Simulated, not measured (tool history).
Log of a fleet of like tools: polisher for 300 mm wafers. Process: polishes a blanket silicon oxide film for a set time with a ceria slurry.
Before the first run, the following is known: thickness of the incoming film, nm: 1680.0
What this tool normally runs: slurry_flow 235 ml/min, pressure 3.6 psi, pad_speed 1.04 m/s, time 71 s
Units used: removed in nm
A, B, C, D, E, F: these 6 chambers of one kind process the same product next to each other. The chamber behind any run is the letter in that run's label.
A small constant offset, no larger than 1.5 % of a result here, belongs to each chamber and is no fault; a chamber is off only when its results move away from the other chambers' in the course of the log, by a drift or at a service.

run   hour  slurry_flow  pressure  pad_speed  time  removed
 1B    2.6          235       3.6       1.04    71   317.85
 2F    7.3          235       3.6       1.04    71   315.81
 3A   10.7          235       3.6       1.04    71   312.97
 4E   15.1          235       3.6       1.04    71   320.12
 5C   20.4          235       3.6       1.04    71   319.55
      24.1  -- chamber B: slurry nozzle cleaned
 6D   25.1          235       3.6       1.04    71   319.68
 7F     28          235       3.6       1.04    71    314.6
 8B     33          235       3.6       1.04    71   316.83
      33.2  -- chamber A: worn pad replaced by a new one
 9D   35.7          235       3.6       1.04    71   317.76
10A   39.2          235       2.7       1.04    55   181.16
      40.5  -- chamber F: worn pad replaced by a new one
      43.3  -- chamber B: worn pad replaced by a new one
11C   43.6          235       2.7       1.04    55   185.66
12E   49.3          235       2.7       1.04    55   181.07
      50.5  -- chamber D: worn pad replaced by a new one
13F   54.8          235       2.7       1.04    55   183.18
      59.4  -- chamber F: slurry nozzle cleaned
14B   59.5          235       2.7       1.04    55   183.04
15A   62.8          235       2.7       1.04    55   182.87
16C     67          235       3.6       1.04    71   323.67
17D   71.6          235       3.6       1.04    71   318.91
18E   74.9          235       3.6       1.04    71   309.36
19D   77.6          235       3.6       1.04    71   320.35
20B   82.5          235       3.6       1.04    71   313.93
21C     86          235       3.6       1.04    71   318.27
      86.4  -- chamber A: slurry nozzle cleaned
22A   88.9          235       3.6       1.04    71   318.13
23E   93.5          235       3.6       1.04    71   303.86
24F   97.8          170       3.6       1.04    85   364.77
25E    101          170       3.6       1.04    85   351.21
     101.8  -- chamber A: worn pad replaced by a new one
26C  104.6          170       3.6       1.04    85   365.37
27F  109.1          170       3.6       1.04    85   362.17
28A  114.2          170       3.6       1.04    85   366.65
29D  119.1          170       3.6       1.04    85   366.18
30B  121.6          235       3.6       1.04    71   313.53
31D  124.8          235       3.6       1.04    71   321.18
32B  128.7          235       3.6       1.04    71   314.44
33A  133.2          235       3.6       1.04    71   315.81
     137.6  -- chamber D: worn pad replaced by a new one
34C  138.6          235       3.6       1.04    71    322.3
35E  142.7          235       3.6       1.04    71   295.63
36F    148          235       3.6       1.04    71   316.79
37A  152.1          235       3.6       1.04    71   316.03
38B  156.2          235       3.6       1.04    71    316.7
39D  161.9          235       3.6       1.04    71   318.37

Is one chamber off against the others, does the gauge drift, or is nothing wrong? If a chamber is off, say which, and what the likeliest cause is.

One chamber, E, drifts off from the rest bit by bit.
Likeliest cause: removal rate lost through wear of the pad, % = 9.92.
The log may not separate it from: head's pressure below its setpoint, %.

Which of the 4 candidates below, each the usual settings with something changed and its results left as question marks, puts chamber E back in line with what the other chambers give on the usual settings?
Maximum distance from the other chambers' mean on the usual settings for a result to count as in line: removed 8.2 nm
40E-1   166          235       3.8       1.08    71        ?
40E-2   166          235       3.3       0.98    71        ?
40E-3   166          235       3.3       1.04    71        ?
40E-4   166          235       3.6       1.12    77        ?

Other chambers, usual settings, mean: removed 316.37 nm
  run  removed
40E-1   316.66
40E-2   248.99
40E-3   264.24
40E-4   337.13
40E-1 is the one that brings the chamber's results back in line with the other chambers.

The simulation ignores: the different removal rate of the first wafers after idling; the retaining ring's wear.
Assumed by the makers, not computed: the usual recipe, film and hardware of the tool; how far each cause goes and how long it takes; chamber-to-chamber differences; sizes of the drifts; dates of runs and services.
